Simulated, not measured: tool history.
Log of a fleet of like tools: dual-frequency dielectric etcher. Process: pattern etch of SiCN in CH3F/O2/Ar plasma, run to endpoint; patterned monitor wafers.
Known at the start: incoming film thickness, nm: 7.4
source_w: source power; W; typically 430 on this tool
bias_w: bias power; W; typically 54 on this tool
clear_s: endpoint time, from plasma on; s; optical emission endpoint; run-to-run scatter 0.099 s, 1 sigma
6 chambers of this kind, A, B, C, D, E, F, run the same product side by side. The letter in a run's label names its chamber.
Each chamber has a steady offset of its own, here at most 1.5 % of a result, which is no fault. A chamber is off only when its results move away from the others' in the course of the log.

run   hour  source_w  bias_w  hours since the last wet clean  hours since the last source power generator calibration  hours since the last bias power generator calibration  clear_s
       6.1  -- chamber F: wet clean of the chamber
 1E    9.5       430      54                            40.1                                                    568.0                                                 3835.3   21.419
 2F   16.5       430      54                            10.4                                                   2625.1                                                 2912.1   20.883
 3C   28.4       430      54                           188.7                                                    627.0                                                 3050.0   21.458
 4A   41.4       430      54                            94.9                                                   2496.6                                                 3975.3   21.389
 5D   54.5       430      54                           367.1                                                    708.4                                                 1042.7   21.104
      65.9  -- chamber B: wet clean of the chamber
 6B   66.6       430      54                             0.7                                                   1697.8                                                  514.1   21.184
 7C   78.8       430      54                           239.1                                                    677.4                                                 3100.4   21.412
      85.8  -- chamber A: bias power generator calibrated
 8F   91.9       430      54                            85.8                                                   2700.5                                                 2987.5   21.047
 9E  103.0       430      54                           133.6                                                    661.5                                                 3928.8   21.495
10B  110.4       430      54                            44.5                                                   1741.6                                                  557.9   21.259
11D  122.9       430      54                           435.5                                                    776.8                                                 1111.1   21.193
12A  130.4       430      54                           183.9                                                   2585.6                                                   44.7   21.239
13F  136.4       430      54                           130.3                                                   2745.0                                                 3032.0   20.989
14A  143.3       430      54                           196.8                                                   2598.5                                                   57.6   21.234
15B  153.8       430      54                            87.9                                                   1785.0                                                  601.3   21.122
16C  163.8       430      54                           324.1                                                    762.4                                                 3185.4   21.535
17D  175.7       330      41                           488.3                                                    829.6                                                 1163.9   25.463
     188.0  -- chamber E: bias power generator calibrated
18E  189.4       330      41                           220.0                                                    747.9                                                    1.4   26.125
19A  198.1       330      41                           251.6                                                   2653.3                                                  112.4   25.831
     199.7  -- chamber C: wet clean of the chamber
20C  206.8       330      41                             7.1                                                    805.4                                                 3228.4   27.080
21E  213.1       330      41                           243.7                                                    771.6                                                   25.1   25.916
22D  221.7       330      41                           534.3                                                    875.6                                                 1209.9   25.521
     232.5  -- chamber A: source power generator calibrated
23F  233.1       430      54                           227.0                                                   2841.7                                                 3128.7   21.021
     237.2  -- chamber D: wet clean of the chamber
24B  244.4       430      54                           178.5                                                   1875.6                                                  691.9   21.230
25E  252.1       430      54                           282.7                                                    810.6                                                   64.1   21.353
26F  258.1       430      54                           252.0                                                   2866.7                                                 3153.7   20.972
27C  270.2       430      54                            70.5                                                    868.8                                                 3291.8   22.535
28A  283.1       430      54                           336.6                                                     50.6                                                  197.4   21.313
29D  293.9       430      54                            56.7                                                    947.8                                                 1282.1   20.870
30B  305.4       430      54                           239.5                                                   1936.6                                                  752.9   21.123
31A  311.6       430      54                           365.1                                                     79.1                                                  225.9   21.291
32E  325.1       430      54                           355.7                                                    883.6                                                  137.1   21.353
33F  331.9       430      54                           325.8                                                   2940.5                                                 3227.5   20.897
34C  338.1       430      54                           138.4                                                    936.7                                                 3359.7   22.461
35B  347.2       430      54                           281.3                                                   1978.4                                                  794.7   21.312
36D  353.8       430      54                           116.6                                                   1007.7                                                 1342.0   20.959

One chamber off, gauge drift, or nothing amiss beyond the chambers' own small offsets? If it is a chamber, which one, and what is the likeliest cause?

The work done on chamber C during a service left it standing apart from the others.
Most likely cause: etch rate under this chamber's usual, % = 5.05.

Here are 4 candidates for chamber C's next run, each the usual settings with a change, their results left as question marks. Which one brings its results back in line with what the others give on the usual settings?
In line means no further than this from the other chambers' mean on the usual settings: clear_s 0.350 s
37C-1  363.8       470      58                                                                                                                                                        ?
37C-2  363.8       420      52                                                                                                                                                        ?
37C-3  363.8       440      56                                                                                                                                                        ?
37C-4  363.8       390      50                                                                                                                                                        ?

The mean the other chambers reach with the usual settings: clear_s 21.196 s
  run  clear_s
37C-1   21.332
37C-2   23.101
37C-3   22.142
37C-4   24.086
37C-1 puts the chamber back in line with the other chambers.
